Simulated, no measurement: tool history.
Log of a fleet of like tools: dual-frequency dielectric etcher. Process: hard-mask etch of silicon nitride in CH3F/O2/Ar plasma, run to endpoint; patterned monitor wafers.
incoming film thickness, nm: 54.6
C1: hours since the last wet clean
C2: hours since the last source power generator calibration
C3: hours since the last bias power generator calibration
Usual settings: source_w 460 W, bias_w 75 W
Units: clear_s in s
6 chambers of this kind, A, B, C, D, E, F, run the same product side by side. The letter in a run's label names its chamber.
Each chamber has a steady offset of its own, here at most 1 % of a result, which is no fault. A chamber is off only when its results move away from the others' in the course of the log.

Run 1E, day 0.329: usual settings; C1 585.2; C2 780.1; C3 2730.3. Result: clear_s 73.302 s.
Run 2F, day 0.721: usual settings; C1 317.9; C2 998.2; C3 2506.8. Result: clear_s 75.045 s.
Run 3C, day 1.15: usual settings; C1 91.2; C2 773.1; C3 622.4. Result: clear_s 74.191 s.
At day 1.167: chamber B: wet clean of the chamber.
Run 4D, day 1.412: usual settings; C1 376.9; C2 2982.6; C3 1134.5. Result: clear_s 73.599 s.
At day 1.417: chamber E: wet clean of the chamber.
Run 5B, day 1.746: usual settings but source_w 350 W, bias_w 89 W; C1 13.9; C2 2668; C3 1052.7. Result: clear_s 77.021 s.
Run 6A, day 2.2: usual settings but source_w 350 W, bias_w 89 W; C1 232.6; C2 3827.8; C3 1578.2. Result: clear_s 77.06 s.
Run 7F, day 2.567: usual settings but source_w 350 W, bias_w 89 W; C1 362.2; C2 1042.5; C3 2551.1. Result: clear_s 77.913 s.
Run 8C, day 2.896: usual settings but source_w 350 W, bias_w 89 W; C1 133.1; C2 815; C3 664.3. Result: clear_s 76.489 s.
Run 9E, day 3.342: usual settings but source_w 350 W, bias_w 89 W; C1 46.3; C2 852.4; C3 2802.6. Result: clear_s 76.78 s.
Run 10D, day 3.708: usual settings but source_w 350 W, bias_w 89 W; C1 432; C2 3037.7; C3 1189.6. Result: clear_s 76.983 s.
At day 3.788: chamber F: wet clean of the chamber.
Run 11B, day 4.067: usual settings; C1 69.6; C2 2723.7; C3 1108.4. Result: clear_s 74.202 s.
Run 12A, day 4.388: usual settings; C1 285.1; C2 3880.3; C3 1630.7. Result: clear_s 74.064 s.
Run 13A, day 4.775: usual settings but bias_w 87 W; C1 294.4; C2 3889.6; C3 1640. Result: clear_s 70.598 s.
Run 14D, day 4.983: usual settings but bias_w 87 W; C1 462.6; C2 3068.3; C3 1220.2. Result: clear_s 69.676 s.
Run 15C, day 5.271: usual settings but bias_w 87 W; C1 190.1; C2 872; C3 721.3. Result: clear_s 69.546 s.
Run 16B, day 5.504: usual settings but bias_w 87 W; C1 104.1; C2 2758.2; C3 1142.9. Result: clear_s 70.676 s.
Run 17E, day 5.779: usual settings but bias_w 87 W; C1 104.8; C2 910.9; C3 2861.1. Result: clear_s 70.009 s.
Run 18F, day 5.988: usual settings but bias_w 87 W; C1 52.8; C2 1124.6; C3 2633.2. Result: clear_s 70.199 s.
At day 6.196: chamber D: wet clean of the chamber.
Run 19A, day 6.279: usual settings; C1 330.5; C2 3925.7; C3 1676.1. Result: clear_s 74.558 s.
Run 20F, day 6.617: usual settings; C1 67.9; C2 1139.7; C3 2648.3. Result: clear_s 74.019 s.
Run 21D, day 6.908: usual settings; C1 17.2; C2 3114.5; C3 1266.4. Result: clear_s 74.271 s.
Run 22C, day 7.183: usual settings; C1 236; C2 917.9; C3 767.2. Result: clear_s 73.064 s.
Run 23E, day 7.5: usual settings; C1 146.1; C2 952.2; C3 2902.4. Result: clear_s 73.898 s.
Run 24B, day 7.792: usual settings; C1 159; C2 2813.1; C3 1197.8. Result: clear_s 74.257 s.
Run 25E, day 8.004: usual settings; C1 158.2; C2 964.3; C3 2914.5. Result: clear_s 74.134 s.
Run 26F, day 8.333: usual settings; C1 109.1; C2 1180.9; C3 2689.5. Result: clear_s 73.661 s.
Run 27A, day 8.683: usual settings; C1 388.2; C2 3983.4; C3 1733.8. Result: clear_s 73.455 s.
Run 28B, day 8.954: usual settings; C1 186.9; C2 2841; C3 1225.7. Result: clear_s 73.531 s.
Run 29D, day 9.425: usual settings; C1 77.6; C2 3174.9; C3 1326.8. Result: clear_s 74.272 s.
Run 30C, day 9.65: usual settings; C1 295.2; C2 977.1; C3 826.4. Result: clear_s 72.995 s.
Run 31A, day 9.904: usual settings; C1 417.5; C2 4012.7; C3 1763.1. Result: clear_s 72.983 s.
Run 32C, day 10.2: usual settings; C1 308.4; C2 990.3; C3 839.6. Result: clear_s 74.15 s.
Run 33F, day 10.646: usual settings; C1 164.6; C2 1236.4; C3 2745. Result: clear_s 74.793 s.
Run 34E, day 10.958: usual settings; C1 229.1; C2 1035.2; C3 2985.4. Result: clear_s 73.182 s.
Run 35D, day 11.4: usual settings; C1 125; C2 3222.3; C3 1374.2. Result: clear_s 73.024 s.
Run 36B, day 11.729: usual settings but bias_w 57 W; C1 253.5; C2 2907.6; C3 1292.3. Result: clear_s 80.893 s.
Run 37D, day 12.029: usual settings but bias_w 57 W; C1 140.1; C2 3237.4; C3 1389.3. Result: clear_s 80.832 s.
Run 38B, day 12.358: usual settings but bias_w 57 W; C1 268.6; C2 2922.7; C3 1307.4. Result: clear_s 81.396 s.
Run 39A, day 12.6: usual settings but bias_w 57 W; C1 482.2; C2 4077.4; C3 1827.8. Result: clear_s 82.007 s.
Run 40F, day 12.879: usual settings but bias_w 57 W; C1 218.2; C2 1290; C3 2798.6. Result: clear_s 81.754 s.
Run 41E, day 13.208: usual settings but bias_w 57 W; C1 283.1; C2 1089.2; C3 3039.4. Result: clear_s 80.389 s.
Run 42C, day 13.504: usual settings; C1 387.7; C2 1069.6; C3 918.9. Result: clear_s 72.895 s.

Next, every chamber runs the same settings. What will each give?
Run 43A, day 13.846: usual settings. Result: clear_s ?.
Run 43B, day 13.846: usual settings. Result: clear_s ?.
Run 43C, day 13.846: usual settings. Result: clear_s ?.
Run 43D, day 13.846: usual settings. Result: clear_s ?.
Run 43E, day 13.846: usual settings. Result: clear_s ?.
Run 43F, day 13.846: usual settings. Result: clear_s ?.

run  clear_s
43A    73.53
43B   73.246
43C   73.276
43D   74.866
43E   73.481
43F   74.062
